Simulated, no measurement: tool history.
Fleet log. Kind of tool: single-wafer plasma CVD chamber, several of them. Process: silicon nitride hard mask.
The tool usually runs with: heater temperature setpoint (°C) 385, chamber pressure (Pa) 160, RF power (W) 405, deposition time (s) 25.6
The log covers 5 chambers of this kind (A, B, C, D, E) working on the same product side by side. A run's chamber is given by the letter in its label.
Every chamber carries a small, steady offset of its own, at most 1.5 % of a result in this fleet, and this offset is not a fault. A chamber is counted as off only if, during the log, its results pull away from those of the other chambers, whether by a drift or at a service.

run	hour	heater temperature setpoint (°C)	chamber pressure (Pa)	RF power (W)	deposition time (s)	hours since the last thermocouple change	hours since the last RF generator calibration	hours since the last manometer calibration	read-back reference wafer on the same gauge, thickness_nm	mean film thickness on the monitor wafer (Å)
# hour 1.8: chamber A: thermocouple changed; heater temperature recalibrated
1D	4.8	385	160	405	25.6	656.8	1184.7	272.4	31.78	325.65
2C	9.5	385	160	405	25.6	1253.6	208.9	1667.1	31.789	333.27
3A	11.7	385	160	405	25.6	9.9	1223.3	877.5	31.818	327.34
4E	14.8	385	160	405	25.6	464.8	970.2	1232.7	31.778	326.99
# hour 16.1: chamber A: RF generator calibrated
5B	17.5	385	160	405	25.6	804.6	1360.8	1497.4	31.747	327.45
6E	20.8	385	160	405	25.6	470.8	976.2	1238.7	31.804	328.32
7D	24.7	385	160	405	25.6	676.7	1204.6	292.3	31.811	332.14
8B	28.9	385	160	405	25.6	816	1372.2	1508.8	31.83	329.58
9A	31.7	385	160	405	25.6	29.9	15.6	897.5	31.828	327.75
# hour 35.2: chamber D: RF generator calibrated
10C	36.2	385	160	405	25.6	1280.3	235.6	1693.8	31.794	334.02
11A	39.1	385	160	405	25.6	37.3	23	904.9	31.787	326.91
12B	41.9	385	160	405	25.6	829	1385.2	1521.8	31.811	326.62
13E	46.4	385	160	405	25.6	496.4	1001.8	1264.3	31.746	326.98
14C	50.4	385	135	405	25.6	1294.5	249.8	1708	31.796	313.16
15D	52.7	385	135	405	25.6	704.7	17.5	320.3	31.833	313.92
16C	55	385	135	405	25.6	1299.1	254.4	1712.6	31.81	311.58
17B	57.9	385	135	405	25.6	845	1401.2	1537.8	31.804	308.04
18E	61.5	385	135	405	25.6	511.5	1016.9	1279.4	31.818	308.68
19A	65.9	385	160	405	25.6	64.1	49.8	931.7	31.8	327.7
20D	68.3	385	160	405	25.6	720.3	33.1	335.9	31.788	331.21
21B	72.5	385	160	405	25.6	859.6	1415.8	1552.4	31.799	327.01
22C	77	385	160	405	25.6	1321.1	276.4	1734.6	31.831	331.61
23E	80	385	160	405	25.6	530	1035.4	1297.9	31.784	326.71
24D	83	385	160	405	25.6	735	47.8	350.6	31.808	328.41
25A	86.8	385	160	405	25.6	85	70.7	952.6	31.786	330.27
26B	89.9	385	160	405	25.6	877	1433.2	1569.8	31.819	326.84
27D	92.6	385	160	405	25.6	744.6	57.4	360.2	31.773	329.01
28C	96.1	385	160	405	25.6	1340.2	295.5	1753.7	31.841	334.19
29E	98.3	385	160	405	25.6	548.3	1053.7	1316.2	31.789	330.37
30A	101.1	385	160	405	25.6	99.3	85	966.9	31.784	327.18
31D	104.4	385	160	405	25.6	756.4	69.2	372	31.832	331.26
32C	106.6	385	160	405	25.6	1350.7	306	1764.2	31.771	335.08

Next, all 5 chambers run the settings below, one line each with question marks for the results. What does each chamber give?
33A	110	385	160	405	25.6					?
33B	110	385	160	405	25.6					?
33C	110	385	160	405	25.6					?
33D	110	385	160	405	25.6					?
33E	110	385	160	405	25.6					?

run	mean film thickness on the monitor wafer (Å)
33A	327.91
33B	329.32
33C	333.63
33D	327.22
33E	330.26
